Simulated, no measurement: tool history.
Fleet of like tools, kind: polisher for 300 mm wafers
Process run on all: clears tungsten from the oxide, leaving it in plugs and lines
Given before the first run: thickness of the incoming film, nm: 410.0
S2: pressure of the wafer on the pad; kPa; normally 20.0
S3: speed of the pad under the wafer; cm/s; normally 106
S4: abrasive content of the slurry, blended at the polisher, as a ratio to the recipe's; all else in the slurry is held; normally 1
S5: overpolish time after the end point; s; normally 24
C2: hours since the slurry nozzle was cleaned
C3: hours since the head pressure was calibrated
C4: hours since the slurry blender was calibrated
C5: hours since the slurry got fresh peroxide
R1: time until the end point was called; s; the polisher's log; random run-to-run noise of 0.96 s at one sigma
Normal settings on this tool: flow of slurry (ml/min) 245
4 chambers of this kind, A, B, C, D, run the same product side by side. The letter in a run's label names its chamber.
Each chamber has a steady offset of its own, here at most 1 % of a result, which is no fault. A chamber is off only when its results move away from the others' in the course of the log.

{"hour": 1.8, "done": "chamber A: slurry blender recalibrated"}
{"run": "1D", "hour": 11.8, "flow of slurry (ml/min)": 245, "S2": 20.0, "S3": 106, "S4": 1, "S5": 24, "wafers polished on this pad": 81, "C2": 264.6, "C3": 311.0, "C4": 184.4, "C5": 123.0, "R1": 119.08}
{"hour": 18.2, "done": "chamber B: slurry tank refilled with fresh slurry and peroxide"}
{"run": "2B", "hour": 25.9, "flow of slurry (ml/min)": 245, "S2": 20.0, "S3": 106, "S4": 1, "S5": 24, "wafers polished on this pad": 747, "C2": 440.2, "C3": 41.0, "C4": 135.2, "C5": 7.8, "R1": 116.7}
{"hour": 29.7, "done": "chamber C: slurry tank refilled with fresh slurry and peroxide"}
{"hour": 31.6, "done": "chamber C: slurry blender recalibrated"}
{"hour": 31.8, "done": "chamber B: worn pad replaced by a new one"}
{"run": "3C", "hour": 35.5, "flow of slurry (ml/min)": 245, "S2": 20.0, "S3": 106, "S4": 1, "S5": 24, "wafers polished on this pad": 1157, "C2": 68.1, "C3": 202.1, "C4": 3.9, "C5": 5.9, "R1": 117.51}
{"run": "4A", "hour": 43.9, "flow of slurry (ml/min)": 245, "S2": 20.0, "S3": 106, "S4": 1, "S5": 24, "wafers polished on this pad": 645, "C2": 246.6, "C3": 491.5, "C4": 42.1, "C5": 102.1, "R1": 120.11}
{"hour": 49.6, "done": "chamber D: slurry tank refilled with fresh slurry and peroxide"}
{"hour": 56.6, "done": "chamber B: slurry blender recalibrated"}
{"run": "5A", "hour": 56.6, "flow of slurry (ml/min)": 245, "S2": 20.0, "S3": 106, "S4": 1, "S5": 33, "wafers polished on this pad": 730, "C2": 259.3, "C3": 504.2, "C4": 54.8, "C5": 114.8, "R1": 117.74}
{"run": "6B", "hour": 67.2, "flow of slurry (ml/min)": 245, "S2": 20.0, "S3": 106, "S4": 1, "S5": 33, "wafers polished on this pad": 238, "C2": 481.5, "C3": 82.3, "C4": 10.6, "C5": 49.1, "R1": 119.25}
{"run": "7C", "hour": 74.9, "flow of slurry (ml/min)": 245, "S2": 20.0, "S3": 106, "S4": 1, "S5": 33, "wafers polished on this pad": 1422, "C2": 107.5, "C3": 241.5, "C4": 43.3, "C5": 45.3, "R1": 119.48}
{"hour": 78.5, "done": "chamber C: worn pad replaced by a new one"}
{"run": "8D", "hour": 83.7, "flow of slurry (ml/min)": 245, "S2": 20.0, "S3": 106, "S4": 1, "S5": 33, "wafers polished on this pad": 566, "C2": 336.5, "C3": 382.9, "C4": 256.3, "C5": 34.2, "R1": 117.64}
{"hour": 87.3, "done": "chamber A: slurry tank refilled with fresh slurry and peroxide"}
{"run": "9A", "hour": 94.2, "flow of slurry (ml/min)": 245, "S2": 20.0, "S3": 106, "S4": 1, "S5": 24, "wafers polished on this pad": 984, "C2": 296.9, "C3": 541.8, "C4": 92.4, "C5": 7.0, "R1": 118.6}
{"run": "10B", "hour": 105.3, "flow of slurry (ml/min)": 245, "S2": 20.0, "S3": 106, "S4": 1, "S5": 24, "wafers polished on this pad": 495, "C2": 519.6, "C3": 120.4, "C4": 48.7, "C5": 87.2, "R1": 118.27}
{"hour": 108.9, "done": "chamber D: worn pad replaced by a new one"}
{"hour": 116.0, "done": "chamber B: slurry tank refilled with fresh slurry and peroxide"}
{"run": "11D", "hour": 119.1, "flow of slurry (ml/min)": 245, "S2": 20.0, "S3": 106, "S4": 1, "S5": 24, "wafers polished on this pad": 69, "C2": 371.9, "C3": 418.3, "C4": 291.7, "C5": 69.6, "R1": 118.88}
{"hour": 122.2, "done": "chamber A: worn pad replaced by a new one"}
{"hour": 131.5, "done": "chamber D: head pressure recalibrated"}
{"run": "12C", "hour": 133.2, "flow of slurry (ml/min)": 245, "S2": 20.0, "S3": 106, "S4": 1, "S5": 24, "wafers polished on this pad": 369, "C2": 165.8, "C3": 299.8, "C4": 101.6, "C5": 103.6, "R1": 119.95}
{"run": "13B", "hour": 142.0, "flow of slurry (ml/min)": 245, "S2": 20.0, "S3": 106, "S4": 1, "S5": 24, "wafers polished on this pad": 743, "C2": 556.3, "C3": 157.1, "C4": 85.4, "C5": 26.1, "R1": 117.5}
{"hour": 142.4, "done": "chamber C: slurry tank refilled with fresh slurry and peroxide"}
{"run": "14A", "hour": 151.1, "flow of slurry (ml/min)": 245, "S2": 20.0, "S3": 106, "S4": 1, "S5": 24, "wafers polished on this pad": 195, "C2": 353.8, "C3": 598.7, "C4": 149.3, "C5": 63.9, "R1": 117.09}
{"hour": 158.6, "done": "chamber B: worn pad replaced by a new one"}
{"run": "15D", "hour": 166.1, "flow of slurry (ml/min)": 245, "S2": 20.0, "S3": 106, "S4": 1, "S5": 24, "wafers polished on this pad": 386, "C2": 418.9, "C3": 34.7, "C4": 338.7, "C5": 116.6, "R1": 120.14}
{"run": "16C", "hour": 178.0, "flow of slurry (ml/min)": 245, "S2": 20.0, "S3": 74, "S4": 1, "S5": 24, "wafers polished on this pad": 671, "C2": 210.6, "C3": 344.6, "C4": 146.4, "C5": 35.6, "R1": 177.04}
{"hour": 188.0, "done": "chamber D: slurry tank refilled with fresh slurry and peroxide"}
{"hour": 188.8, "done": "chamber C: slurry blender recalibrated"}
{"run": "17A", "hour": 189.8, "flow of slurry (ml/min)": 245, "S2": 20.0, "S3": 74, "S4": 1, "S5": 24, "wafers polished on this pad": 456, "C2": 392.5, "C3": 637.4, "C4": 188.0, "C5": 102.6, "R1": 166.1}
{"hour": 193.2, "done": "chamber D: slurry blender recalibrated"}
{"run": "18B", "hour": 196.5, "flow of slurry (ml/min)": 245, "S2": 20.0, "S3": 74, "S4": 1, "S5": 24, "wafers polished on this pad": 255, "C2": 610.8, "C3": 211.6, "C4": 139.9, "C5": 80.6, "R1": 168.53}
{"hour": 200.3, "done": "chamber C: slurry nozzle cleaned"}
{"hour": 205.8, "done": "chamber D: worn pad replaced by a new one"}
{"run": "19D", "hour": 206.7, "flow of slurry (ml/min)": 245, "S2": 20.0, "S3": 74, "S4": 1, "S5": 24, "wafers polished on this pad": 6, "C2": 459.5, "C3": 75.3, "C4": 13.5, "C5": 18.7, "R1": 166.95}
{"hour": 208.0, "done": "chamber B: slurry tank refilled with fresh slurry and peroxide"}
{"run": "20C", "hour": 217.5, "flow of slurry (ml/min)": 245, "S2": 20.0, "S3": 106, "S4": 1, "S5": 24, "wafers polished on this pad": 937, "C2": 17.3, "C3": 384.1, "C4": 28.7, "C5": 75.1, "R1": 121.92}
{"hour": 220.4, "done": "chamber A: slurry tank refilled with fresh slurry and peroxide"}
{"hour": 225.3, "done": "chamber A: slurry blender recalibrated"}
{"run": "21D", "hour": 227.2, "flow of slurry (ml/min)": 245, "S2": 20.0, "S3": 106, "S4": 1, "S5": 24, "wafers polished on this pad": 144, "C2": 480.0, "C3": 95.8, "C4": 34.0, "C5": 39.2, "R1": 118.66}
{"run": "22B", "hour": 239.3, "flow of slurry (ml/min)": 245, "S2": 20.0, "S3": 106, "S4": 1, "S5": 24, "wafers polished on this pad": 544, "C2": 653.6, "C3": 254.4, "C4": 182.7, "C5": 31.3, "R1": 119.06}
{"run": "23A", "hour": 250.5, "flow of slurry (ml/min)": 245, "S2": 20.0, "S3": 106, "S4": 1, "S5": 24, "wafers polished on this pad": 865, "C2": 453.2, "C3": 698.1, "C4": 25.2, "C5": 30.1, "R1": 117.69}
{"hour": 251.1, "done": "chamber B: slurry blender recalibrated"}
{"hour": 251.6, "done": "chamber C: slurry tank refilled with fresh slurry and peroxide"}
{"hour": 257.7, "done": "chamber A: worn pad replaced by a new one"}
{"run": "24C", "hour": 260.1, "flow of slurry (ml/min)": 245, "S2": 20.0, "S3": 122, "S4": 1, "S5": 15, "wafers polished on this pad": 1224, "C2": 59.9, "C3": 426.7, "C4": 71.3, "C5": 8.5, "R1": 109.15}
{"hour": 265.7, "done": "chamber C: worn pad replaced by a new one"}
{"run": "25C", "hour": 269.5, "flow of slurry (ml/min)": 245, "S2": 20.0, "S3": 122, "S4": 1, "S5": 15, "wafers polished on this pad": 25, "C2": 69.3, "C3": 436.1, "C4": 80.7, "C5": 17.9, "R1": 110.11}
{"run": "26D", "hour": 282.1, "flow of slurry (ml/min)": 245, "S2": 20.0, "S3": 122, "S4": 1, "S5": 15, "wafers polished on this pad": 514, "C2": 534.9, "C3": 150.7, "C4": 88.9, "C5": 94.1, "R1": 101.65}
{"hour": 283.0, "done": "chamber B: worn pad replaced by a new one"}
{"hour": 286.6, "done": "chamber A: head pressure recalibrated"}
{"run": "27A", "hour": 292.2, "flow of slurry (ml/min)": 245, "S2": 20.0, "S3": 122, "S4": 1, "S5": 15, "wafers polished on this pad": 232, "C2": 494.9, "C3": 5.7, "C4": 66.9, "C5": 71.8, "R1": 102.11}
{"run": "28B", "hour": 306.9, "flow of slurry (ml/min)": 245, "S2": 20.0, "S3": 106, "S4": 1, "S5": 24, "wafers polished on this pad": 161, "C2": 721.2, "C3": 322.0, "C4": 55.8, "C5": 98.9, "R1": 118.57}
{"hour": 308.5, "done": "chamber B: slurry tank refilled with fresh slurry and peroxide"}
{"hour": 312.3, "done": "chamber D: slurry tank refilled with fresh slurry and peroxide"}
{"run": "29C", "hour": 314.4, "flow of slurry (ml/min)": 245, "S2": 20.0, "S3": 106, "S4": 1, "S5": 24, "wafers polished on this pad": 328, "C2": 114.2, "C3": 481.0, "C4": 125.6, "C5": 62.8, "R1": 125.4}
{"hour": 317.6, "done": "chamber B: slurry nozzle cleaned"}
{"hour": 325.0, "done": "chamber D: worn pad replaced by a new one"}
{"hour": 325.6, "done": "chamber B: head pressure recalibrated"}
{"run": "30B", "hour": 327.0, "flow of slurry (ml/min)": 245, "S2": 20.0, "S3": 106, "S4": 1, "S5": 24, "wafers polished on this pad": 297, "C2": 9.5, "C3": 1.4, "C4": 75.9, "C5": 18.5, "R1": 117.66}
{"run": "31D", "hour": 334.3, "flow of slurry (ml/min)": 245, "S2": 20.0, "S3": 106, "S4": 1, "S5": 24, "wafers polished on this pad": 63, "C2": 587.1, "C3": 202.9, "C4": 141.1, "C5": 22.0, "R1": 118.46}
{"run": "32A", "hour": 340.9, "flow of slurry (ml/min)": 245, "S2": 20.0, "S3": 106, "S4": 1, "S5": 24, "wafers polished on this pad": 561, "C2": 543.6, "C3": 54.4, "C4": 115.6, "C5": 120.5, "R1": 118.45}
{"hour": 343.2, "done": "chamber C: slurry blender recalibrated"}
{"hour": 346.5, "done": "chamber C: slurry tank refilled with fresh slurry and peroxide"}
{"run": "33C", "hour": 351.0, "flow of slurry (ml/min)": 245, "S2": 14.5, "S3": 106, "S4": 1, "S5": 24, "wafers polished on this pad": 575, "C2": 150.8, "C3": 517.6, "C4": 7.9, "C5": 4.6, "R1": 173.29}
{"run": "34D", "hour": 359.2, "flow of slurry (ml/min)": 245, "S2": 14.5, "S3": 106, "S4": 1, "S5": 24, "wafers polished on this pad": 231, "C2": 612.0, "C3": 227.8, "C4": 166.0, "C5": 46.9, "R1": 161.38}
{"hour": 368.5, "done": "chamber A: slurry tank refilled with fresh slurry and peroxide"}
{"run": "35B", "hour": 371.7, "flow of slurry (ml/min)": 245, "S2": 14.5, "S3": 106, "S4": 1, "S5": 24, "wafers polished on this pad": 598, "C2": 54.2, "C3": 46.1, "C4": 120.6, "C5": 63.2, "R1": 163.86}
{"run": "36A", "hour": 384.4, "flow of slurry (ml/min)": 245, "S2": 14.5, "S3": 106, "S4": 1, "S5": 24, "wafers polished on this pad": 854, "C2": 587.1, "C3": 97.9, "C4": 159.1, "C5": 16.0, "R1": 162.87}
{"run": "37A", "hour": 394.1, "flow of slurry (ml/min)": 245, "S2": 20.0, "S3": 106, "S4": 1, "S5": 24, "wafers polished on this pad": 920, "C2": 596.8, "C3": 107.6, "C4": 168.8, "C5": 25.7, "R1": 119.16}
{"hour": 401.6, "done": "chamber B: slurry tank refilled with fresh slurry and peroxide"}
{"run": "38D", "hour": 402.1, "flow of slurry (ml/min)": 245, "S2": 20.0, "S3": 106, "S4": 1, "S5": 24, "wafers polished on this pad": 520, "C2": 654.9, "C3": 270.7, "C4": 208.9, "C5": 89.8, "R1": 118.36}
{"hour": 405.8, "done": "chamber B: worn pad replaced by a new one"}
{"run": "39B", "hour": 415.5, "flow of slurry (ml/min)": 245, "S2": 20.0, "S3": 106, "S4": 1, "S5": 24, "wafers polished on this pad": 65, "C2": 98.0, "C3": 89.9, "C4": 164.4, "C5": 14.0, "R1": 118.26}
{"hour": 424.4, "done": "chamber D: worn pad replaced by a new one"}
{"run": "40C", "hour": 428.8, "flow of slurry (ml/min)": 245, "S2": 20.0, "S3": 106, "S4": 1, "S5": 24, "wafers polished on this pad": 1100, "C2": 228.6, "C3": 595.4, "C4": 85.7, "C5": 82.4, "R1": 127.75}
{"hour": 435.6, "done": "chamber B: slurry blender recalibrated"}
{"hour": 440.2, "done": "chamber C: slurry nozzle cleaned"}
{"hour": 440.9, "done": "chamber C: worn pad replaced by a new one"}
{"run": "41D", "hour": 441.3, "flow of slurry (ml/min)": 245, "S2": 20.0, "S3": 106, "S4": 1, "S5": 24, "wafers polished on this pad": 114, "C2": 694.1, "C3": 309.9, "C4": 248.1, "C5": 129.0, "R1": 116.04}
{"run": "42C", "hour": 450.1, "flow of slurry (ml/min)": 245, "S2": 20.0, "S3": 106, "S4": 1, "S5": 24, "wafers polished on this pad": 62, "C2": 10.0, "C3": 616.7, "C4": 107.0, "C5": 103.7, "R1": 129.04}
{"run": "43B", "hour": 458.8, "flow of slurry (ml/min)": 245, "S2": 20.0, "S3": 106, "S4": 1, "S5": 24, "wafers polished on this pad": 357, "C2": 141.3, "C3": 133.2, "C4": 23.3, "C5": 57.3, "R1": 119.89}

Decide between three cases: one chamber stands off from its peers, the gauge reading all wafers drifts, or nothing is wrong past each chamber's small offset. Where a chamber is off, say which and what most likely put it there.

It is chamber C that slowly wanders off from its peers.
Most likely cause: head's pressure below its setpoint, % = 7.41.

Below are 4 candidate recipes for chamber C's next run, each the usual settings with a change, their results shown as question marks. Which of them brings C's results back in line with what the other chambers give on the usual settings?
Maximum distance from the other chambers' mean on the usual settings for a result to count as in line: R1 3.30 s
{"run": "44C-1", "hour": 469.6, "flow of slurry (ml/min)": 245, "S2": 18.6, "S3": 96, "S4": 1.0, "S5": 24, "R1": "?"}
{"run": "44C-2", "hour": 469.6, "flow of slurry (ml/min)": 245, "S2": 20.0, "S3": 96, "S4": 1.0, "S5": 24, "R1": "?"}
{"run": "44C-3", "hour": 469.6, "flow of slurry (ml/min)": 250, "S2": 23.4, "S3": 106, "S4": 1.05, "S5": 24, "R1": "?"}
{"run": "44C-4", "hour": 469.6, "flow of slurry (ml/min)": 245, "S2": 20.7, "S3": 112, "S4": 1.0, "S5": 24, "R1": "?"}

Mean of the other chambers on the usual settings: R1 118.13 s
run=44C-1 R1=152.96
run=44C-2 R1=142.49
run=44C-3 R1=108.88
run=44C-4 R1=118.37
The answer is 44C-4, which returns the chamber to within the allowed miss of the others.
